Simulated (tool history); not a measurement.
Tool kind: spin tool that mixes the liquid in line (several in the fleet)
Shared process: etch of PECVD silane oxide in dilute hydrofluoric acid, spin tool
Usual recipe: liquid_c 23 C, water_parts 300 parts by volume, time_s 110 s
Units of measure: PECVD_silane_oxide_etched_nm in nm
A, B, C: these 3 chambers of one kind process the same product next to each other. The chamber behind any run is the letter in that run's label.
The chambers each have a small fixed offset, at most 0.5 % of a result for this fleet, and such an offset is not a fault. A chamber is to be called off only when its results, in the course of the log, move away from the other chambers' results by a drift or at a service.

run,hour,liquid_c,water_parts,time_s,"read-back film thickness of the PECVD silane oxide reference wafer, read on the same gauge (nm)",PECVD_silane_oxide_etched_nm
1B,4.9,23,300,110,130,14.215
2C,9.2,23,300,110,129.97,14.232
3A,12.6,23,300,110,130.01,14.207
4C,15.9,23,300,110,130.02,14.125
5B,19.2,23,300,110,130,14.338
6A,24.5,23,300,110,129.99,14.185
7C,27.4,23,300,110,130.04,14.096
8A,30.5,26,240,110,130.02,20.909
9B,33.3,26,240,110,129.97,21.134
10B,37,26,240,110,129.98,21
11C,40,23,300,110,130.04,14.252
12A,45.3,23,300,110,130.07,14.308
13C,48.8,23,300,110,129.97,14.192
14B,54.2,23,300,110,129.96,14.094
15A,59,23,300,110,129.99,14.15
16A,63.1,23,300,110,130,14.261
17B,66.4,23,300,110,130.07,13.856
18C,69.7,23,300,110,130,14.334
19A,73.4,23,300,110,129.98,14.1
20C,76,23,300,110,130,14.28
21B,79.7,23,300,110,129.95,13.663
22C,82.8,23,300,110,129.97,14.324
# hour 84: chamber C: hydrofluoric acid flow meter replaced
23B,87.1,23,300,110,130.02,13.605
24A,92.1,23,300,110,130.06,14.152
25A,95.2,23,300,110,130,14.07
26C,100.5,23,300,110,130.03,14.346
27B,104.7,23,300,110,129.98,13.505
28B,109.2,23,300,110,129.98,13.298
29C,113.3,23,300,110,130.03,14.311
30A,117.8,23,300,110,130.03,14.147
31C,122.2,23,300,110,130.01,14.4
32A,125.2,23,300,110,129.96,14.247
33B,129.2,23,300,110,130.04,13.237
34A,134.5,23,300,110,129.97,14.142
35C,139.4,23,300,110,129.99,14.33
36B,143.6,23,300,110,129.97,12.894
37A,147.4,23,300,110,129.99,14.265
38C,152.3,23,300,110,129.99,14.295
39B,155.2,23,300,110,129.98,12.856
40A,159.3,23,300,110,130,14.18

All 3 chambers run these settings next. Forecast each chamber's results:
41A,163.2,23,300,110,,?
41B,163.2,23,300,110,,?
41C,163.2,23,300,110,,?

run,PECVD_silane_oxide_etched_nm
41A,14.309
41B,12.806
41C,14.19
